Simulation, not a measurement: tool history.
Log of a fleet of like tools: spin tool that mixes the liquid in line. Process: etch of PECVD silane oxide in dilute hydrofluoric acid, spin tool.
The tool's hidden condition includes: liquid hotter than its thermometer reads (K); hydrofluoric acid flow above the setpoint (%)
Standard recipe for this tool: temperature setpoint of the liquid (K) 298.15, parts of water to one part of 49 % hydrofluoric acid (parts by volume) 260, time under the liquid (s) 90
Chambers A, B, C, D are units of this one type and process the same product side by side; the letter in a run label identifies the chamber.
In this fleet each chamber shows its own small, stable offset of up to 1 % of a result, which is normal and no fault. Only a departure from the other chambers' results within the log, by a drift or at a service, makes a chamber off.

run,day,temperature setpoint of the liquid (K),parts of water to one part of 49 % hydrofluoric acid (parts by volume),time under the liquid (s),hours since the thermometer was replaced,hours since the hydrofluoric acid flow meter was replaced,"read-back film thickness of the PECVD silane oxide reference wafer, read on the same gauge (nm)",thickness taken off the PECVD silane oxide on a monitor wafer (nm)
1A,0.138,298.15,260,90,636.8,1147.0,99.993,6.3266
2C,0.258,298.15,260,90,1682.3,276.2,99.996,6.2743
3D,0.404,298.15,260,90,1312.9,68.9,99.998,6.3664
4B,0.525,298.15,260,90,270.8,249.2,99.992,6.3475
5B,0.667,298.15,385,45,274.2,252.6,99.997,1.8894
6D,0.775,298.15,385,45,1321.8,77.8,100.000,1.9120
7A,0.879,298.15,385,45,654.6,1164.8,99.990,1.9138
8C,1.025,298.15,385,45,1700.7,294.6,99.986,1.8942
9C,1.146,298.15,260,90,1703.6,297.5,99.997,6.3569
10B,1.321,298.15,360,90,289.9,268.3,99.996,4.1719
11A,1.442,298.15,360,90,668.1,1178.3,100.010,4.1577
12D,1.550,298.15,360,90,1340.4,96.4,100.000,4.2056
13B,1.654,298.15,360,90,297.9,276.3,100.020,4.0869
14A,1.812,298.15,260,90,677.0,1187.2,99.995,6.3674
15C,1.983,298.15,260,90,1723.7,317.6,100.000,6.3089
16D,2.108,294.15,260,70,1353.8,109.8,100.010,4.3193
17C,2.254,294.15,260,70,1730.2,324.1,99.994,4.2259
18D,2.404,294.15,260,70,1360.9,116.9,100.000,4.3037
19B,2.504,294.15,260,70,318.3,296.7,100.000,4.2837
20A,2.658,298.15,260,90,697.3,1207.5,100.000,6.4438
21A,2.792,298.15,260,90,700.5,1210.7,99.971,6.3827
22D,2.912,298.15,260,90,1373.1,129.1,100.010,6.4348
23C,3.008,298.15,260,90,1748.3,342.2,100.010,6.3812
24B,3.138,298.15,260,90,333.5,311.9,100.010,6.3496
25D,3.217,298.15,260,90,1380.4,136.4,99.992,6.3993
26A,3.292,298.15,260,90,712.5,1222.7,100.000,6.3724
27C,3.400,298.15,260,90,1757.7,351.6,99.996,6.2939
28B,3.575,298.15,260,90,344.0,322.4,99.989,6.2717

Has any chamber moved away from the others, gradually or after a service, or does the common gauge drift, or do the chambers differ only by their own small steady offsets? State the chamber and the most likely cause if one applies.

Neither any chamber nor the gauge drifts; the chambers differ only by their own small, steady offsets.

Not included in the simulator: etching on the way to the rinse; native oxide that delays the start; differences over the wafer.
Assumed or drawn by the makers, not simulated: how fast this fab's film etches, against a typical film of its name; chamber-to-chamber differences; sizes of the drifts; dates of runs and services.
